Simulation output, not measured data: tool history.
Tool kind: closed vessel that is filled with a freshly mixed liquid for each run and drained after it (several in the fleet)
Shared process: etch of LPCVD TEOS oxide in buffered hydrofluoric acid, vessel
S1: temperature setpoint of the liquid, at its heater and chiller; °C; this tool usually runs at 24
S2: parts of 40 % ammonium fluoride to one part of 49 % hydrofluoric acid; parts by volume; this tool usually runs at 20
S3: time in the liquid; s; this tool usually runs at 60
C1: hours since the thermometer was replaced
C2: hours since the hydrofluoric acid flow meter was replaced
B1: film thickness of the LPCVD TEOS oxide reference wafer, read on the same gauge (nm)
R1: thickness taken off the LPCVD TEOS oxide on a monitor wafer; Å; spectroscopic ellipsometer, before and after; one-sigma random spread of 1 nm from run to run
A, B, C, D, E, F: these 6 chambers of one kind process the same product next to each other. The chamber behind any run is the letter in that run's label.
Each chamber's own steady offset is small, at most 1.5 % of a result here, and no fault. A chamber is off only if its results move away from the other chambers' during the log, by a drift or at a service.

| run | hour | S1 | S2 | S3 | C1 | C2 | B1 | R1 |
|---|---|---|---|---|---|---|---|---|
| 1D | 3.5 | 24 | 20 | 60 | 2549.1 | 148.5 | 120 | 1207.9 |
| 2F | 8.8 | 24 | 20 | 60 | 215.5 | 214.6 | 119.98 | 1219.5 |
| 3A | 14.9 | 24 | 20 | 60 | 855.9 | 822.8 | 119.98 | 1204.8 |
| 4C | 17.8 | 24 | 20 | 60 | 1634.2 | 995.5 | 119.99 | 1220.2 |
|  | 19.6 | chamber C: hydrofluoric acid flow meter replaced |
| 5E | 23.3 | 24 | 20 | 60 | 583.2 | 480.2 | 120.02 | 1210.5 |
| 6B | 27.2 | 24 | 20 | 60 | 177.8 | 1182.9 | 120.02 | 1206 |
| 7A | 33.3 | 24 | 20 | 60 | 874.3 | 841.2 | 120.01 | 1206.6 |
| 8F | 39.7 | 24 | 20 | 60 | 246.4 | 245.5 | 120.01 | 1207.3 |
| 9E | 46.1 | 24 | 20 | 60 | 606 | 503 | 119.99 | 1219.6 |
| 10D | 52.1 | 24 | 20 | 60 | 2597.7 | 197.1 | 120.02 | 1225.8 |
| 11B | 55.4 | 24 | 20 | 60 | 206 | 1211.1 | 120.01 | 1230.1 |
| 12C | 59.5 | 24 | 20 | 60 | 1675.9 | 39.9 | 120 | 1238.1 |
| 13B | 65.5 | 21.5 | 20 | 60 | 216.1 | 1221.2 | 120.01 | 1054.4 |
| 14F | 71.6 | 21.5 | 20 | 60 | 278.3 | 277.4 | 120.04 | 1060.6 |
| 15A | 77.7 | 21.5 | 20 | 60 | 918.7 | 885.6 | 120 | 1046.6 |
| 16E | 83.3 | 21.5 | 20 | 60 | 643.2 | 540.2 | 120.02 | 1056.4 |
| 17D | 87.3 | 21.5 | 20 | 60 | 2632.9 | 232.3 | 120.02 | 1066.4 |
| 18C | 90.6 | 21.5 | 20 | 60 | 1707 | 71 | 119.99 | 1052.7 |
| 19F | 96.4 | 24 | 20 | 60 | 303.1 | 302.2 | 120.01 | 1223.1 |
| 20B | 101.9 | 24 | 20 | 60 | 252.5 | 1257.6 | 120.01 | 1216.2 |
| 21E | 106.5 | 24 | 20 | 60 | 666.4 | 563.4 | 119.99 | 1223.8 |
| 22D | 111.5 | 24 | 20 | 60 | 2657.1 | 256.5 | 119.99 | 1214.1 |
| 23A | 115.5 | 24 | 20 | 60 | 956.5 | 923.4 | 120.01 | 1208.7 |
| 24C | 121.2 | 22.5 | 20 | 90 | 1737.6 | 101.6 | 120.02 | 1701.6 |
| 25C | 125.2 | 22.5 | 20 | 90 | 1741.6 | 105.6 | 120 | 1698.1 |
| 26A | 130.7 | 22.5 | 20 | 90 | 971.7 | 938.6 | 120.02 | 1639 |
| 27F | 134.8 | 22.5 | 20 | 90 | 341.5 | 340.6 | 120 | 1699.4 |
| 28D | 138.7 | 22.5 | 20 | 90 | 2684.3 | 283.7 | 119.99 | 1714.9 |
| 29E | 144.9 | 22.5 | 20 | 90 | 704.8 | 601.8 | 120 | 1669.1 |
| 30B | 148.3 | 24 | 20 | 60 | 298.9 | 1304 | 119.99 | 1217 |
| 31B | 152 | 24 | 20 | 60 | 302.6 | 1307.7 | 120.03 | 1215.2 |
| 32D | 155.5 | 24 | 20 | 60 | 2701.1 | 300.5 | 120.02 | 1238.4 |
| 33F | 159.4 | 24 | 20 | 60 | 366.1 | 365.2 | 120 | 1227.2 |
| 34C | 163.4 | 24 | 20 | 60 | 1779.8 | 143.8 | 120.02 | 1212.3 |
| 35E | 168.8 | 24 | 20 | 60 | 728.7 | 625.7 | 120.01 | 1228.9 |
| 36A | 172.1 | 24 | 24.5 | 50 | 1013.1 | 980 | 119.98 | 889.26 |
| 37C | 176.7 | 24 | 24.5 | 50 | 1793.1 | 157.1 | 120.04 | 883.51 |
| 38F | 179.9 | 24 | 24.5 | 50 | 386.6 | 385.7 | 119.99 | 883.14 |
| 39A | 185.8 | 24 | 24.5 | 50 | 1026.8 | 993.7 | 119.98 | 880.82 |
| 40B | 189.4 | 24 | 24.5 | 50 | 340 | 1345.1 | 119.98 | 873.05 |
| 41E | 192.7 | 24 | 24.5 | 50 | 752.6 | 649.6 | 119.99 | 871.14 |
| 42D | 195.8 | 24 | 20 | 60 | 2741.4 | 340.8 | 120 | 1229.9 |

For the next run the whole fleet of 6 chambers uses the same settings. Give each chamber's results:
| 43A | 200.4 | 24 | 14 | 60 |  |  |  | ? |
| 43B | 200.4 | 24 | 14 | 60 |  |  |  | ? |
| 43C | 200.4 | 24 | 14 | 60 |  |  |  | ? |
| 43D | 200.4 | 24 | 14 | 60 |  |  |  | ? |
| 43E | 200.4 | 24 | 14 | 60 |  |  |  | ? |
| 43F | 200.4 | 24 | 14 | 60 |  |  |  | ? |

| run | R1 |
|---|---|
| 43A | 1741 |
| 43B | 1744.9 |
| 43C | 1732.2 |
| 43D | 1747.2 |
| 43E | 1725.1 |
| 43F | 1725.3 |

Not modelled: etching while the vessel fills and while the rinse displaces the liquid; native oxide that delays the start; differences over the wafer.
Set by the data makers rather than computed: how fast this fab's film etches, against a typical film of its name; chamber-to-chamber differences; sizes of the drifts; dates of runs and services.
